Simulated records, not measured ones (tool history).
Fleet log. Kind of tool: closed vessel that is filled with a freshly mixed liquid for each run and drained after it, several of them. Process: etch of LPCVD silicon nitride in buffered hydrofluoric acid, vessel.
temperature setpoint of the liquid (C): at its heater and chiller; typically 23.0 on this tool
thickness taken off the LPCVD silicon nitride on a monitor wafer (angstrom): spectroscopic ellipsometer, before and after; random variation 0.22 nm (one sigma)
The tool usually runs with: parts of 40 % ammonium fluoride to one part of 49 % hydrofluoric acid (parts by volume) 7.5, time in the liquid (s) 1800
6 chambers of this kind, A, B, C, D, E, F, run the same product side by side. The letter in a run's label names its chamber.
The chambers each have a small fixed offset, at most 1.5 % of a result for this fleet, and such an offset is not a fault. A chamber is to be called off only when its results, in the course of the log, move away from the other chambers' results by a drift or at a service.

run   hour  temperature setpoint of the liquid (C)  parts of 40 % ammonium fluoride to one part of 49 % hydrofluoric acid (parts by volume)  time in the liquid (s)  hours since the thermometer was replaced  hours since the hydrofluoric acid flow meter was replaced  read-back film thickness of the LPCVD silicon nitride reference wafer, read on the same gauge (nm)  thickness taken off the LPCVD silicon nitride on a monitor wafer (angstrom)
 1B    4.7                                    23.0                                                                                      7.5                    1800                                     189.4                                                      586.0                                                                                              99.954                                                                       315.29
 2C    8.8                                    23.0                                                                                      7.5                    1800                                     845.1                                                     1036.2                                                                                              99.972                                                                       308.81
 3A   13.1                                    23.0                                                                                      7.5                    1800                                    1981.7                                                     1349.3                                                                                              99.986                                                                       312.00
 4D   17.3                                    23.0                                                                                      7.5                    1800                                    2552.7                                                      361.0                                                                                              99.984                                                                       316.02
 5F   20.2                                    23.0                                                                                      7.5                    1800                                      91.8                                                       68.9                                                                                             100.010                                                                       319.07
 6E   26.3                                    23.0                                                                                     10.5                    1055                                     249.2                                                     1651.4                                                                                              99.998                                                                       135.71
 7C   32.1                                    23.0                                                                                     10.5                    1055                                     868.4                                                     1059.5                                                                                              99.992                                                                       132.03
 8B   37.9                                    23.0                                                                                     10.5                    1055                                     222.6                                                      619.2                                                                                              99.992                                                                       135.33
 9A   41.3                                    23.0                                                                                     10.5                    1055                                    2009.9                                                     1377.5                                                                                             100.000                                                                       134.00
10F   47.3                                    23.0                                                                                     10.5                    1055                                     118.9                                                       96.0                                                                                              99.995                                                                       134.95
11D   52.5                                    23.0                                                                                     10.5                    1055                                    2587.9                                                      396.2                                                                                             100.010                                                                       133.97
12E   58.3                                    23.0                                                                                      7.5                    1800                                     281.2                                                     1683.4                                                                                             100.010                                                                       314.20
13D   62.5                                    19.0                                                                                      7.5                    2570                                    2597.9                                                      406.2                                                                                             100.020                                                                       358.29
14F   65.4                                    19.0                                                                                      7.5                    2570                                     137.0                                                      114.1                                                                                              99.996                                                                       360.50
15E   71.4                                    19.0                                                                                      7.5                    2570                                     294.3                                                     1696.5                                                                                              99.990                                                                       358.69
16A   77.2                                    19.0                                                                                      7.5                    2570                                    2045.8                                                     1413.4                                                                                              99.996                                                                       359.59
17C   83.3                                    19.0                                                                                      7.5                    2570                                     919.6                                                     1110.7                                                                                              99.973                                                                       353.87
18B   88.8                                    19.0                                                                                      7.5                    2570                                     273.5                                                      670.1                                                                                             100.020                                                                       360.31
19F   91.8                                    23.0                                                                                      7.5                    1800                                     163.4                                                      140.5                                                                                             100.000                                                                       317.12
20B   95.3                                    23.0                                                                                      7.5                    1800                                     280.0                                                      676.6                                                                                              99.962                                                                       318.12
21A  100.2                                    23.0                                                                                      7.5                    1800                                    2068.8                                                     1436.4                                                                                             100.010                                                                       313.23
22D  104.5                                    23.0                                                                                      7.5                    1800                                    2639.9                                                      448.2                                                                                             100.000                                                                       313.53
23E  108.4                                    19.0                                                                                     10.5                    1800                                     331.3                                                     1733.5                                                                                             100.030                                                                       183.13
24C  111.4                                    19.0                                                                                     10.5                    1800                                     947.7                                                     1138.8                                                                                             100.010                                                                       181.70
25F  115.8                                    19.0                                                                                     10.5                    1800                                     187.4                                                      164.5                                                                                             100.000                                                                       186.15
26C  118.7                                    19.0                                                                                     10.5                    1800                                     955.0                                                     1146.1                                                                                              99.985                                                                       183.05
27D  123.7                                    19.0                                                                                     10.5                    1800                                    2659.1                                                      467.4                                                                                              99.975                                                                       184.34
28B  128.2                                    19.0                                                                                     10.5                    1800                                     312.9                                                      709.5                                                                                              99.976                                                                       185.12
29E  133.6                                    23.0                                                                                      7.5                    1800                                     356.5                                                     1758.7                                                                                             100.030                                                                       311.79
30A  138.4                                    23.0                                                                                      7.5                    1800                                    2107.0                                                     1474.6                                                                                             100.030                                                                       315.40
31D  144.3                                    26.5                                                                                      7.5                    1295                                    2679.7                                                      488.0                                                                                              99.997                                                                       274.85
32C  149.3                                    26.5                                                                                      7.5                    1295                                     985.6                                                     1176.7                                                                                             100.010                                                                       271.84
33F  155.5                                    26.5                                                                                      7.5                    1295                                     227.1                                                      204.2                                                                                              99.997                                                                       274.65
34A  159.2                                    26.5                                                                                      7.5                    1295                                    2127.8                                                     1495.4                                                                                              99.989                                                                       270.94
35B  162.5                                    26.5                                                                                      7.5                    1295                                     347.2                                                      743.8                                                                                              99.975                                                                       273.22
36E  166.5                                    26.5                                                                                      7.5                    1295                                     389.4                                                     1791.6                                                                                              99.990                                                                       270.35
37C  170.2                                    23.0                                                                                      7.5                    1800                                    1006.5                                                     1197.6                                                                                              99.987                                                                       311.09
38D  175.0                                    21.5                                                                                      7.5                    1800                                    2710.4                                                      518.7                                                                                             100.010                                                                       286.71
39F  179.8                                    21.5                                                                                      7.5                    1800                                     251.4                                                      228.5                                                                                              99.997                                                                       289.62
40E  183.0                                    21.5                                                                                      7.5                    1800                                     405.9                                                     1808.1                                                                                             100.010                                                                       285.40
41A  188.5                                    21.5                                                                                      7.5                    1800                                    2157.1                                                     1524.7                                                                                              99.989                                                                       289.66
42B  193.6                                    21.5                                                                                      7.5                    1800                                     378.3                                                      774.9                                                                                             100.010                                                                       290.76
43F  198.4                                    21.5                                                                                      7.5                    1800                                     270.0                                                      247.1                                                                                              99.982                                                                       291.28
44E  203.0                                    23.0                                                                                      7.5                    1800                                     425.9                                                     1828.1                                                                                             100.020                                                                       313.71

Which is it: a chamber that has drifted or been left off by a service, a gauge drift common to all chambers, or only each chamber's usual small offset? If a chamber is off, name it and its likeliest cause.

Beyond each chamber's small constant offset nothing stands out, and the gauge stays steady.

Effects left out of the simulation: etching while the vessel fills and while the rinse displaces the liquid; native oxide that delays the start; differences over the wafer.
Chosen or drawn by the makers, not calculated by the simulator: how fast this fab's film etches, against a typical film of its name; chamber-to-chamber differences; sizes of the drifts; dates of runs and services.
